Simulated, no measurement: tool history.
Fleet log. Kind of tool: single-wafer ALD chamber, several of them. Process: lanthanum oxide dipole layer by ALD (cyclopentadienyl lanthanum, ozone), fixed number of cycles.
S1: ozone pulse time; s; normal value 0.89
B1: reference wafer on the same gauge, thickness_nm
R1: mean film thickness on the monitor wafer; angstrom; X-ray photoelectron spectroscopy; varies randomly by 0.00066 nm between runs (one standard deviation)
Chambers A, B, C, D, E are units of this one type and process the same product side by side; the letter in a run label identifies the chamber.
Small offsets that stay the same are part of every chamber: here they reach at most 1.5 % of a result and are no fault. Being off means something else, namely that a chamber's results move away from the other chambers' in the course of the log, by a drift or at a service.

run,hour,S1,B1,R1
1E,5.1,0.89,0.41602,4.8661
2A,12.8,0.89,0.41621,4.7714
3B,21.4,0.89,0.4161,4.8131
4C,26.7,0.89,0.4163,4.8104
5D,33.2,0.89,0.41624,4.7842
6B,40.2,0.89,0.41635,4.8203
7A,46.1,0.89,0.41642,4.7786
8C,53.2,0.89,0.41637,4.8093
9E,59.6,0.89,0.4165,4.8643
10D,66.5,0.89,0.41658,4.7971
11D,72.2,0.89,0.4166,4.7976
12B,77.4,0.89,0.41663,4.8192
13E,81.3,0.89,0.41682,4.8703
14C,89.6,0.89,0.41686,4.8044
15A,93.8,1.06,0.41677,5.0545
16B,101.2,1.06,0.41679,5.105
# hour 107.9: chamber D: thermocouple changed; heater temperature recalibrated
17D,109.7,1.06,0.41704,5.0826
18A,118.1,1.06,0.417,5.0405
19E,121.8,1.06,0.417,5.168
20C,128.6,0.89,0.41703,4.8042
21D,133.3,0.89,0.41699,4.8019
22C,138,0.89,0.41723,4.8117
23E,145.4,0.89,0.41716,4.8679
24A,150.3,0.89,0.41738,4.761
25B,157.6,0.89,0.4173,4.8271
26D,166,0.89,0.41732,4.8025
27E,170.1,0.89,0.41733,4.8908
28C,174.1,0.89,0.41742,4.8169
29A,180.3,0.89,0.41753,4.7783
30B,186.7,0.89,0.41759,4.837
31E,194.1,0.89,0.41772,4.8772
# hour 198.4: chamber C: ozone generator serviced
32B,202.5,0.89,0.41788,4.8304
33D,208.3,0.89,0.41777,4.8114
34A,213.5,0.89,0.41773,4.7869
35C,219.3,0.89,0.41785,4.8069
36D,225.6,0.89,0.41791,4.8116
37C,231.3,0.89,0.41802,4.8123
38E,236.9,0.7,0.41796,4.3979
39A,242.4,0.7,0.4182,4.3598
40B,249.3,0.7,0.41812,4.3719
41B,257.4,0.7,0.4182,4.383
42E,265.2,0.7,0.41838,4.4074
43A,270.1,0.89,0.41816,4.8003

Decide between three cases: one chamber stands off from its peers, the gauge reading all wafers drifts, or nothing is wrong past each chamber's small offset. Where a chamber is off, say which and what most likely put it there.

Every chamber seems to shift together because the gauge that measures them all drifts; the chambers themselves are fine.
Likeliest cause: gauge reads high (%) = 0.56.
